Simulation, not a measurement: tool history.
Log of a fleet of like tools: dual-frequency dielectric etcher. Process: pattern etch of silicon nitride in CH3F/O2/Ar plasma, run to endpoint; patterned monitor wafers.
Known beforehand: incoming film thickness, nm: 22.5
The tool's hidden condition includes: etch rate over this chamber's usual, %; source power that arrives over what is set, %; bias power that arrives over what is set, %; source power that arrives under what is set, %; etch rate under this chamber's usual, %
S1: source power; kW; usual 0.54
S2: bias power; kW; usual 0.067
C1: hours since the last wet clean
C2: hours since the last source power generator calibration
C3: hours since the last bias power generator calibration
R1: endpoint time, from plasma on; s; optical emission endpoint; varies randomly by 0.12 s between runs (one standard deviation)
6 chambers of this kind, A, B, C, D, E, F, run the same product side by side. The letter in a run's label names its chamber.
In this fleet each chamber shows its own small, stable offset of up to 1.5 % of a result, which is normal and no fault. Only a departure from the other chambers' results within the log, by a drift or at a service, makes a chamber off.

run   hour    S1     S2     C1      C2      C3      R1
 1F    9.7  0.54  0.067   57.8   454.6   860.2  30.139
 2A   22.6  0.54  0.067    598  1927.9  1271.9  29.321
 3B   31.2  0.54  0.067  317.9  2477.3  1567.1  29.717
 4D   44.7  0.54  0.067  382.4  2962.4    2751  29.444
 5E   56.1  0.54  0.067   97.6  1677.8  1427.5  29.751
 6C   64.2  0.54  0.067  230.4  2063.5   192.8  29.211
      64.4  -- chamber C: source power generator calibrated
 7E   72.4  0.54  0.067  113.9  1694.1  1443.8  29.851
 8F   85.8  0.54  0.082  133.9   530.7   936.3  27.946
 9C   92.4  0.54  0.082  258.6      28     221  27.454
10A  105.1  0.54  0.082  680.5  2010.4  1354.4  27.653
     107.2  -- chamber A: wet clean of the chamber
11D    114  0.54  0.082  451.7  3031.7  2820.3  27.714
12B  126.3  0.54  0.082    413  2572.4  1662.2  27.779
13D  134.1  0.54  0.082  471.8  3051.8  2840.4  27.777
14B  144.3  0.54  0.067    431  2590.4  1680.2  29.577
15C  153.4  0.54  0.067  319.6      89     282  29.503
     157.3  -- chamber D: bias power generator calibrated
16E  160.7  0.54  0.067  202.2  1782.4  1532.1  29.632
17A  167.4  0.48  0.061   60.3  2072.7  1416.7  31.899
     175.1  -- chamber B: wet clean of the chamber
18F  177.7  0.48  0.061  225.8   622.6  1028.2  32.367
19F  184.2  0.48  0.061  232.3   629.1  1034.7  32.462
20C  196.5  0.48  0.061  362.7   132.1   325.1  31.714
21A  205.2  0.48  0.061   98.1  2110.5  1454.5  31.993
22B    217  0.48  0.061   41.9  2663.1  1752.9  31.844
23E  225.5  0.54  0.067    267  1847.2  1596.9  29.783
     227.9  -- chamber A: source power generator calibrated
24D  235.5  0.54  0.067  573.2  3153.2    78.2  30.137
25E    248  0.54  0.067  289.5  1869.7  1619.4  29.677
     250.5  -- chamber E: bias power generator calibrated
     253.1  -- chamber C: wet clean of the chamber
26D  258.9  0.54  0.067  596.6  3176.6   101.6  30.095
27A  266.5  0.54  0.067  159.4    38.7  1515.8  29.564
28F  274.5  0.54  0.067  322.6   719.4    1125   30.02
29C  283.9  0.65  0.059   30.9   219.5   412.5  28.609
     289.4  -- chamber F: wet clean of the chamber
30B  296.7  0.65  0.059  121.6  2742.8  1832.6  28.749
31C  306.6  0.65  0.059   53.6   242.2   435.2  28.611
     317.8  -- chamber A: bias power generator calibrated
32D  318.2  0.65  0.059  655.9  3235.9   160.9  29.305
33E  326.2  0.65  0.059  367.7  1947.9    75.8  28.851
     329.3  -- chamber E: wet clean of the chamber
34F  340.1  0.65  0.059   50.8     785  1190.6  29.115
35B  353.2  0.54  0.067  178.1  2799.3  1889.1  29.352
36A  367.1  0.54  0.067    260   139.3    49.4  29.263
37D  377.9  0.42  0.067  715.6  3295.6   220.6  33.307
38C  391.6  0.42  0.067  138.6   327.2   520.2  32.456
39E  403.2  0.42  0.067   73.9  2024.9   152.8  32.734
40F  413.8  0.42  0.067  124.5   858.7  1264.3  33.209
41B  425.2  0.42  0.067  250.1  2871.3  1961.1  32.387

Is one chamber out of step, is the gauge drifting, or do the chambers differ by no more than their own small offsets? For an off chamber, give its letter and the likeliest cause.

Chamber D drifts away from the others.
Cause: etch rate under this chamber's usual, % = 4.17.

Chamber D could run next with any of the 4 candidate recipes listed below; each alters the usual settings, and their results appear as question marks. Which one brings its results back in line with what the other chambers deliver on the usual settings?
Counts as in line when no further than this from what the other chambers average on the usual settings: R1 0.43 s
42D-1  435.8  0.54   0.06               ?
42D-2  435.8  0.59  0.067               ?
42D-3  435.8  0.54  0.054               ?
42D-4  435.8  0.64  0.067               ?

The other chambers' mean on the usual settings: R1 29.634 s
  run      R1
42D-1   31.74
42D-2   29.62
42D-3  32.803
42D-4  28.717
The answer is 42D-2, which returns the chamber to within the allowed miss of the others.

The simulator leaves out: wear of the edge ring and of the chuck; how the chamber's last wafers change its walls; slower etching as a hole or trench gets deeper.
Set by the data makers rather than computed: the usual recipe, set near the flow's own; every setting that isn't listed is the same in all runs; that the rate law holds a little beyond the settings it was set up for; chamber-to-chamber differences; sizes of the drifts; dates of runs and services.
